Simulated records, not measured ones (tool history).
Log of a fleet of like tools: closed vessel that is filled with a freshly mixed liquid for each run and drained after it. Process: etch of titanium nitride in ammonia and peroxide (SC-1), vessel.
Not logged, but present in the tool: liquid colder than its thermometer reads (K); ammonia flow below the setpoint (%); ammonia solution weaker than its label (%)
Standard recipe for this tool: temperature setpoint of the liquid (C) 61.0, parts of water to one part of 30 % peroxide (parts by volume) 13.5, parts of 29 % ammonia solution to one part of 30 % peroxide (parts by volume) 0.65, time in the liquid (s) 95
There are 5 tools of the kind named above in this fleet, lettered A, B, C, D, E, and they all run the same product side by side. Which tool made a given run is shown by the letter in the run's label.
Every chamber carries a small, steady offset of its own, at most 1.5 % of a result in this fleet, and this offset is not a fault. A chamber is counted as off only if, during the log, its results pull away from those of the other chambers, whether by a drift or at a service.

run	hour	temperature setpoint of the liquid (C)	parts of water to one part of 30 % peroxide (parts by volume)	parts of 29 % ammonia solution to one part of 30 % peroxide (parts by volume)	time in the liquid (s)	hours since the thermometer was replaced	hours since the ammonia flow meter was replaced	hours since the drum of ammonia solution was connected	read-back film thickness of the titanium nitride reference wafer, read on the same gauge (nm)	thickness taken off the titanium nitride on a monitor wafer (angstrom)
# hour 8.4: chamber C: new drum of ammonia solution connected
1C	10.4	61.0	13.5	0.65	95	373.6	831.7	2.1	99.999	96.172
2B	20.9	61.0	13.5	0.65	95	1477.0	2075.3	383.6	100.010	97.636
3A	28.9	61.0	13.5	0.65	95	487.4	76.6	206.9	100.000	98.499
4E	35.5	61.0	13.5	0.65	95	748.0	1562.9	208.3	99.989	96.561
5D	44.6	61.0	8.0	0.65	95	1101.3	1017.0	167.6	100.010	127.630
6B	50.8	61.0	8.0	0.65	95	1506.9	2105.2	413.5	99.998	128.560
7E	60.7	61.0	8.0	0.65	95	773.2	1588.1	233.5	100.000	127.680
8C	71.3	61.0	8.0	0.65	95	434.5	892.6	63.0	100.030	127.750
9A	78.9	61.0	8.0	0.65	95	537.4	126.6	256.9	100.010	128.250
# hour 79.1: chamber D: new drum of ammonia solution connected
10D	85.6	61.0	13.5	0.65	95	1142.3	1058.0	6.6	100.020	97.940
11C	90.7	61.0	13.5	0.65	95	453.9	912.0	82.4	100.010	96.363
12E	97.8	61.0	13.5	0.65	95	810.3	1625.2	270.6	100.000	95.742
13D	103.0	61.0	11.0	0.65	95	1159.7	1075.4	24.0	100.010	109.450
14B	113.4	61.0	11.0	0.65	95	1569.5	2167.8	476.1	100.020	109.660
# hour 119.9: chamber B: thermometer replaced
15A	123.5	61.0	11.0	0.65	95	582.0	171.2	301.5	100.010	107.970
16B	133.4	61.0	11.0	0.65	95	13.5	2187.8	496.1	100.000	108.940
17C	140.3	61.0	11.0	0.65	95	503.5	961.6	132.0	99.978	107.540
18D	146.7	61.0	13.5	0.65	95	1203.4	1119.1	67.7	100.030	98.342
19A	152.8	61.0	13.5	0.65	95	611.3	200.5	330.8	99.994	95.663
# hour 155.7: chamber B: ammonia flow meter replaced
20E	162.2	61.0	13.5	0.65	95	874.7	1689.6	335.0	99.999	96.340
21C	166.9	64.5	13.5	0.65	95	530.1	988.2	158.6	100.010	120.460
22E	174.4	64.5	13.5	0.65	95	886.9	1701.8	347.2	100.010	121.130
23B	180.2	64.5	13.5	0.65	95	60.3	24.5	542.9	100.010	120.650
24D	190.9	64.5	13.5	0.65	95	1247.6	1163.3	111.9	99.992	124.220
25A	197.6	64.5	13.5	0.65	95	656.1	245.3	375.6	99.953	117.950
26A	203.5	61.0	13.5	0.65	95	662.0	251.2	381.5	99.994	95.269
27C	211.6	61.0	13.5	0.65	95	574.8	1032.9	203.3	99.977	95.889
28E	218.6	61.0	13.5	0.65	95	931.1	1746.0	391.4	100.000	96.812
29B	224.4	61.0	13.5	0.65	95	104.5	68.7	587.1	99.988	97.673
30D	234.0	61.0	13.5	0.65	95	1290.7	1206.4	155.0	99.987	99.101
31E	241.9	61.0	13.5	0.65	95	954.4	1769.3	414.7	100.020	96.975
32D	248.8	61.0	13.5	0.45	95	1305.5	1221.2	169.8	100.000	92.398

The same settings go to every chamber for the next run, one line per chamber below. Forecast the results for each:
33A	256.5	61.0	19.0	0.65	95					?
33B	256.5	61.0	19.0	0.65	95					?
33C	256.5	61.0	19.0	0.65	95					?
33D	256.5	61.0	19.0	0.65	95					?
33E	256.5	61.0	19.0	0.65	95					?

run	thickness taken off the titanium nitride on a monitor wafer (angstrom)
33A	75.211
33B	81.605
33C	79.860
33D	80.224
33E	78.846
